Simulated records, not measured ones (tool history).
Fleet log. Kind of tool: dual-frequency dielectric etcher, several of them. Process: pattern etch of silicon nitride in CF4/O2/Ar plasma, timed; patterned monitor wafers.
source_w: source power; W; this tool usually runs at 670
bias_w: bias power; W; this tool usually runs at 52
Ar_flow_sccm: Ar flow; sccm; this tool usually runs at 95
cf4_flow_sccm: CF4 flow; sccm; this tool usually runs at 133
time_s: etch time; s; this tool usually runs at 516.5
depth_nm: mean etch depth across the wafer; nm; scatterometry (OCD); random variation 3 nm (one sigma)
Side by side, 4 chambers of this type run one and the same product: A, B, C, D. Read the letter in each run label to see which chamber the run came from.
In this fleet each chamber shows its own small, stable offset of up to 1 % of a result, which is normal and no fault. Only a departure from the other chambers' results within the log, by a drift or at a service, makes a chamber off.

run   hour  source_w  bias_w  Ar_flow_sccm  cf4_flow_sccm  time_s  hours since the last wet clean  hours since the last source power generator calibration  hours since the last bias power generator calibration  hours since the last Ar flow controller change  hours since the last CF4 flow controller change  read-back reference wafer on the same gauge, depth_nm  depth_nm
 1A     13       670      52            95            133   516.5                           405.5                                                   2922.3                                                  445.4                                          3871.9                                           4764.2                                                 1419.8    1344.5
 2B   23.8       670      52            95            133   516.5                           381.3                                                     1276                                                  163.7                                            3345                                           5242.5                                                 1420.5    1341.6
 3D   36.3       670      52            95            133   516.5                           320.9                                                   2550.9                                                   1182                                          1291.7                                              401                                                 1420.2    1340.4
 4C   45.6       670      52            95            133   516.5                            97.1                                                    450.7                                                  691.3                                           728.3                                            572.5                                                 1420.4      1333
 5C   59.8       670      52            95            133   516.5                           111.3                                                    464.9                                                  705.5                                           742.5                                            586.7                                                 1419.2    1331.2
 6A   74.2       670      52            95            133   516.5                           466.7                                                   2983.5                                                  506.6                                          3933.1                                           4825.4                                                 1420.3    1349.1
 7B   84.1       750      52            95            133   516.5                           441.6                                                   1336.3                                                    224                                          3405.3                                           5302.8                                                   1420    1482.7
 8D   92.6       750      52            95            133   516.5                           377.2                                                   2607.2                                                 1238.3                                            1348                                            457.3                                                 1419.8    1486.5
     102.1  -- chamber A: source power generator calibrated
 9A  102.8       750      52            95            133   516.5                           495.3                                                      0.8                                                  535.2                                          3961.7                                             4854                                                 1420.4      1441
10B  110.3       750      52            95            133   516.5                           467.8                                                   1362.5                                                  250.2                                          3431.5                                             5329                                                 1419.9    1485.4
11D  123.8       670      52            95            102   516.5                           408.4                                                   2638.4                                                 1269.5                                          1379.2                                            488.5                                                 1419.9    1298.1
12C  137.7       670      52            95            102   516.5                           189.2                                                    542.8                                                  783.4                                           820.4                                            664.6                                                 1420.4    1291.6
13C  152.4       670      52            95            102   516.5                           203.9                                                    557.5                                                  798.1                                           835.1                                            679.3                                                 1419.7    1293.5
     153.6  -- chamber B: wet clean of the chamber
14A  160.9       670      52            95            102   516.5                           553.4                                                     58.9                                                  593.3                                          4019.8                                           4912.1                                                 1420.5    1270.8
     165.2  -- chamber A: Ar flow controller replaced
15D  176.3       670      52            95            133   516.5                           460.9                                                   2690.9                                                   1322                                          1431.7                                              541                                                 1419.7    1341.9
16B  185.6       670      52            95            133   516.5                            32.1                                                   1437.8                                                  325.5                                          3506.8                                           5404.3                                                 1419.6    1344.4
17C  195.7       670      52            95            133   516.5                           247.2                                                    600.8                                                  841.4                                           878.4                                            722.6                                                 1419.9    1335.1
18D  205.7       670      52            95            133   516.5                           490.3                                                   2720.3                                                 1351.4                                          1461.1                                            570.4                                                 1420.7    1339.2
19A    217       670      52            95            133   516.5                           609.5                                                      115                                                  649.4                                            51.8                                           4968.2                                                   1420    1310.3
20B  225.8       670      52            95            133   516.5                            72.3                                                     1478                                                  365.7                                            3547                                           5444.5                                                   1420    1343.4
21C  233.6       670      52            95            133   516.5                           285.1                                                    638.7                                                  879.3                                           916.3                                            760.5                                                 1419.8    1329.2
22B  240.5       670      52            95            133   516.5                              87                                                   1492.7                                                  380.4                                          3561.7                                           5459.2                                                   1420    1344.8
     244.2  -- chamber D: wet clean of the chamber
23A  255.2       670      52            95            133   516.5                           647.7                                                    153.2                                                  687.6                                              90                                           5006.4                                                 1419.6    1309.5
       264  -- chamber A: wet clean of the chamber
24D  268.8       670      52            95            133   516.5                            24.7                                                   2783.4                                                 1414.5                                          1524.2                                            633.5                                                 1420.7      1340
25D  277.7       670      52            95            133   516.5                            33.6                                                   2792.3                                                 1423.4                                          1533.1                                            642.4                                                   1420      1341
26A  285.7       670      52            95            133   516.5                            21.8                                                    183.7                                                  718.1                                           120.5                                           5036.9                                                   1420    1312.4
27B  293.9       670      52            95            133   516.5                           140.4                                                   1546.1                                                  433.8                                          3615.1                                           5512.6                                                 1420.8      1338

Each of the 4 chambers runs these same settings next. Fill in every chamber's results:
28A  305.1       670      52            95            133   516.5                                                                                                                                                                                                                                                                                                                 ?
28B  305.1       670      52            95            133   516.5                                                                                                                                                                                                                                                                                                                 ?
28C  305.1       670      52            95            133   516.5                                                                                                                                                                                                                                                                                                                 ?
28D  305.1       670      52            95            133   516.5                                                                                                                                                                                                                                                                                                                 ?

run  depth_nm
28A    1308.7
28B    1343.2
28C    1326.8
28D    1339.6
